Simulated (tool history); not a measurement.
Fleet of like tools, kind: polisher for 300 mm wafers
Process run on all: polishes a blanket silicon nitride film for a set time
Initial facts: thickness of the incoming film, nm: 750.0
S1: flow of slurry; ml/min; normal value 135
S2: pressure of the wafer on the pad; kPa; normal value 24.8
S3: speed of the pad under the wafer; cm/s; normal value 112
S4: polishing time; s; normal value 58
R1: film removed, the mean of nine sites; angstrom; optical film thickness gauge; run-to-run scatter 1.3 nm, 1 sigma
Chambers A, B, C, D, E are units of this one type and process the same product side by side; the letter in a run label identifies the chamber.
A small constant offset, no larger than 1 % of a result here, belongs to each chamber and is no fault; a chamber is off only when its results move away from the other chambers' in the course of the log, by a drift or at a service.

run,hour,S1,S2,S3,S4,R1
# hour 5.1: chamber B: worn pad replaced by a new one
1D,9.3,135,24.8,112,58,1224.1
2C,17.5,135,24.8,112,58,1238.2
# hour 21.2: chamber A: worn pad replaced by a new one
3E,28.2,135,24.8,112,58,1231.1
# hour 34: chamber D: worn pad replaced by a new one
4A,36.1,135,24.8,112,58,1247
5B,43.7,135,24.8,112,58,1240
# hour 45.4: chamber C: worn pad replaced by a new one
6A,50.1,135,24.8,112,58,1247.5
# hour 53.3: chamber B: worn pad replaced by a new one
7C,55,135,24.8,112,58,1227.5
# hour 60.8: chamber E: worn pad replaced by a new one
8E,65.5,135,24.8,112,58,1222.2
9D,73.2,135,24.8,112,58,1244.8
# hour 73.8: chamber A: worn pad replaced by a new one
10B,82.7,135,24.8,112,58,1219.3
11B,88.2,135,24.8,112,58,1244.8
# hour 89.5: chamber D: slurry nozzle cleaned
# hour 93: chamber D: worn pad replaced by a new one
12A,93.7,135,24.8,112,58,1249.6
# hour 96.5: chamber B: worn pad replaced by a new one
# hour 96.8: chamber C: worn pad replaced by a new one
13E,103,135,24.8,112,58,1230.9
# hour 112.1: chamber E: head pressure recalibrated
14C,112.3,135,24.8,112,58,1224.3
# hour 117.2: chamber A: worn pad replaced by a new one
15D,117.3,135,24.8,112,58,1237.5
16A,127.7,135,24.8,112,58,1251.2
17B,134.5,135,24.8,112,58,1224.3
# hour 137.6: chamber B: worn pad replaced by a new one
18E,140.7,135,24.8,112,58,1256.1
19D,145.6,135,24.8,112,58,1205.8
# hour 147: chamber D: head pressure recalibrated
# hour 150.6: chamber C: worn pad replaced by a new one
# hour 151.7: chamber E: worn pad replaced by a new one
20C,151.9,135,24.8,112,58,1177.2
21D,158.4,135,24.8,112,58,1224.7
# hour 160.3: chamber A: worn pad replaced by a new one
# hour 165.8: chamber D: worn pad replaced by a new one
22A,168.9,135,24.8,112,58,1223.8
23B,176.3,135,24.8,112,58,1227.6
# hour 179.5: chamber B: worn pad replaced by a new one
24E,183,135,31.7,112,58,1578.4
# hour 183.6: chamber A: slurry nozzle cleaned
# hour 183.7: chamber B: head pressure recalibrated
# hour 190.5: chamber C: head pressure recalibrated
# hour 191.3: chamber C: worn pad replaced by a new one
25C,191.4,135,31.7,112,58,1484.4
26A,196.9,135,31.7,112,58,1561.5
27D,205.7,135,31.7,112,58,1577.7
28B,214,135,31.7,112,58,1542.2
29E,224.2,135,24.8,112,58,1226.8
30C,234,135,24.8,112,58,1116.8

Is one chamber off against the others, does the gauge drift, or is nothing wrong? If a chamber is off, say which, and what the likeliest cause is.

It is chamber C that slowly wanders off from its peers.
Most likely cause: slurry flow missing at the pad, % = 37.6.

Which of the 4 candidates below, each the usual settings with something changed and its results left as question marks, puts chamber C back in line with what the other chambers give on the usual settings?
In line means no further than this from the other chambers' mean on the usual settings: R1 44 angstrom
31C-1,241.9,130,22.1,112,58,?
31C-2,241.9,135,26.2,116,60,?
31C-3,241.9,155,24.8,112,58,?
31C-4,241.9,135,24.1,112,57,?

What the other chambers average on the usual settings: R1 1229.2 angstrom
run,R1
31C-1,959.76
31C-2,1223.3
31C-3,1132.1
31C-4,1042
It is 31C-2 that realigns the chamber with its peers.

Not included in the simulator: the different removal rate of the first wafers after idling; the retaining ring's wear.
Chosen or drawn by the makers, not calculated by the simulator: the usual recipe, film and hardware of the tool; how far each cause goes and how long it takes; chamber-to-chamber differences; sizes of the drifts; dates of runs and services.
